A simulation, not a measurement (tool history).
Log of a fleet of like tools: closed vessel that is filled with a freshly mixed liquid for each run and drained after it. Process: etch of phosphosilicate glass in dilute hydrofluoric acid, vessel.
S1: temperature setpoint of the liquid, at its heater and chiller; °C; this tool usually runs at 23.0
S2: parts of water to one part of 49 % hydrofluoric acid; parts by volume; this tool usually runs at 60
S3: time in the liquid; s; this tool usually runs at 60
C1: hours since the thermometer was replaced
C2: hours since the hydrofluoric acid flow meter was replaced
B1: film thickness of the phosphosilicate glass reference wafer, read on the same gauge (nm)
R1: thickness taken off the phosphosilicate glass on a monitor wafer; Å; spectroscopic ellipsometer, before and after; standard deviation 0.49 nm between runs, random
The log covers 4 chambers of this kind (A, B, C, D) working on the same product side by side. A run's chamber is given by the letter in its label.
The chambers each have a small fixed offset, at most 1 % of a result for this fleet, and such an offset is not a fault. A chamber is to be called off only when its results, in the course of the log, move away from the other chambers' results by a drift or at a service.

{"run": "1D", "hour": 15.1, "S1": 23.0, "S2": 60, "S3": 60, "C1": 1217.9, "C2": 2033.5, "B1": 109.98, "R1": 605.38}
{"run": "2B", "hour": 29.7, "S1": 23.0, "S2": 60, "S3": 60, "C1": 267.3, "C2": 348.2, "B1": 110.01, "R1": 601.25}
{"run": "3C", "hour": 37.8, "S1": 23.0, "S2": 60, "S3": 60, "C1": 800.9, "C2": 602.7, "B1": 110.02, "R1": 611.55}
{"run": "4A", "hour": 46.2, "S1": 23.0, "S2": 60, "S3": 60, "C1": 1288.7, "C2": 337.5, "B1": 109.99, "R1": 616.82}
{"run": "5B", "hour": 56.7, "S1": 23.0, "S2": 75, "S3": 30, "C1": 294.3, "C2": 375.2, "B1": 109.99, "R1": 233.3}
{"run": "6C", "hour": 71.6, "S1": 23.0, "S2": 75, "S3": 30, "C1": 834.7, "C2": 636.5, "B1": 109.99, "R1": 236.84}
{"run": "7A", "hour": 83.6, "S1": 23.0, "S2": 75, "S3": 30, "C1": 1326.1, "C2": 374.9, "B1": 109.98, "R1": 240.92}
{"run": "8D", "hour": 97.7, "S1": 23.0, "S2": 75, "S3": 30, "C1": 1300.5, "C2": 2116.1, "B1": 110.0, "R1": 242.73}
{"run": "9C", "hour": 106.1, "S1": 23.0, "S2": 85, "S3": 35, "C1": 869.2, "C2": 671.0, "B1": 109.98, "R1": 240.01}
{"run": "10A", "hour": 119.2, "S1": 23.0, "S2": 85, "S3": 35, "C1": 1361.7, "C2": 410.5, "B1": 109.99, "R1": 248.66}
{"run": "11D", "hour": 130.2, "S1": 23.0, "S2": 85, "S3": 35, "C1": 1333.0, "C2": 2148.6, "B1": 110.0, "R1": 244.4}
{"hour": 135.4, "done": "chamber D: hydrofluoric acid flow meter replaced"}
{"run": "12B", "hour": 136.9, "S1": 23.0, "S2": 85, "S3": 35, "C1": 374.5, "C2": 455.4, "B1": 110.0, "R1": 242.31}
{"run": "13D", "hour": 143.9, "S1": 19.5, "S2": 60, "S3": 60, "C1": 1346.7, "C2": 8.6, "B1": 110.01, "R1": 518.53}
{"run": "14A", "hour": 152.1, "S1": 19.5, "S2": 60, "S3": 60, "C1": 1394.6, "C2": 443.4, "B1": 110.01, "R1": 529.18}
{"hour": 154.6, "done": "chamber C: thermometer replaced"}
{"run": "15C", "hour": 164.6, "S1": 19.5, "S2": 60, "S3": 60, "C1": 10.1, "C2": 729.5, "B1": 110.0, "R1": 519.71}
{"run": "16B", "hour": 171.3, "S1": 19.5, "S2": 60, "S3": 60, "C1": 408.9, "C2": 489.8, "B1": 109.98, "R1": 529.0}
{"run": "17D", "hour": 179.9, "S1": 23.0, "S2": 60, "S3": 60, "C1": 1382.7, "C2": 44.6, "B1": 109.99, "R1": 608.82}
{"run": "18C", "hour": 186.5, "S1": 23.0, "S2": 60, "S3": 60, "C1": 32.0, "C2": 751.4, "B1": 110.0, "R1": 616.11}
{"run": "19B", "hour": 195.4, "S1": 23.0, "S2": 60, "S3": 60, "C1": 433.0, "C2": 513.9, "B1": 110.02, "R1": 605.66}
{"run": "20A", "hour": 202.7, "S1": 23.0, "S2": 35, "S3": 60, "C1": 1445.2, "C2": 494.0, "B1": 110.01, "R1": 1100.7}
{"run": "21B", "hour": 215.2, "S1": 23.0, "S2": 35, "S3": 60, "C1": 452.8, "C2": 533.7, "B1": 109.99, "R1": 1110.7}
{"run": "22D", "hour": 227.5, "S1": 23.0, "S2": 35, "S3": 60, "C1": 1430.3, "C2": 92.2, "B1": 109.98, "R1": 1083.9}
{"run": "23A", "hour": 235.0, "S1": 23.0, "S2": 35, "S3": 60, "C1": 1477.5, "C2": 526.3, "B1": 109.99, "R1": 1093.0}
{"run": "24C", "hour": 241.9, "S1": 23.0, "S2": 60, "S3": 60, "C1": 87.4, "C2": 806.8, "B1": 109.98, "R1": 612.7}
{"run": "25D", "hour": 249.7, "S1": 23.0, "S2": 60, "S3": 60, "C1": 1452.5, "C2": 114.4, "B1": 110.0, "R1": 614.27}
{"run": "26A", "hour": 257.1, "S1": 23.0, "S2": 60, "S3": 60, "C1": 1499.6, "C2": 548.4, "B1": 110.01, "R1": 617.46}
{"hour": 258.0, "done": "chamber B: hydrofluoric acid flow meter replaced"}
{"run": "27B", "hour": 271.2, "S1": 23.0, "S2": 60, "S3": 60, "C1": 508.8, "C2": 13.3, "B1": 110.0, "R1": 606.87}
{"hour": 278.7, "done": "chamber B: thermometer replaced"}
{"run": "28C", "hour": 282.9, "S1": 23.0, "S2": 60, "S3": 60, "C1": 128.4, "C2": 847.8, "B1": 110.0, "R1": 604.35}
{"run": "29D", "hour": 295.1, "S1": 23.0, "S2": 60, "S3": 60, "C1": 1497.9, "C2": 159.8, "B1": 110.02, "R1": 614.69}
{"run": "30B", "hour": 305.7, "S1": 23.0, "S2": 60, "S3": 60, "C1": 27.1, "C2": 47.8, "B1": 110.01, "R1": 610.41}

Read the log: is a single chamber off, either drifting away or since a service, is the gauge that measures every chamber drifting, or is nothing wrong beyond small per-chamber offsets? Name any odd chamber and what most likely caused it.

No chamber is off and the gauge is stable; the differences are just each chamber's small, constant offset.
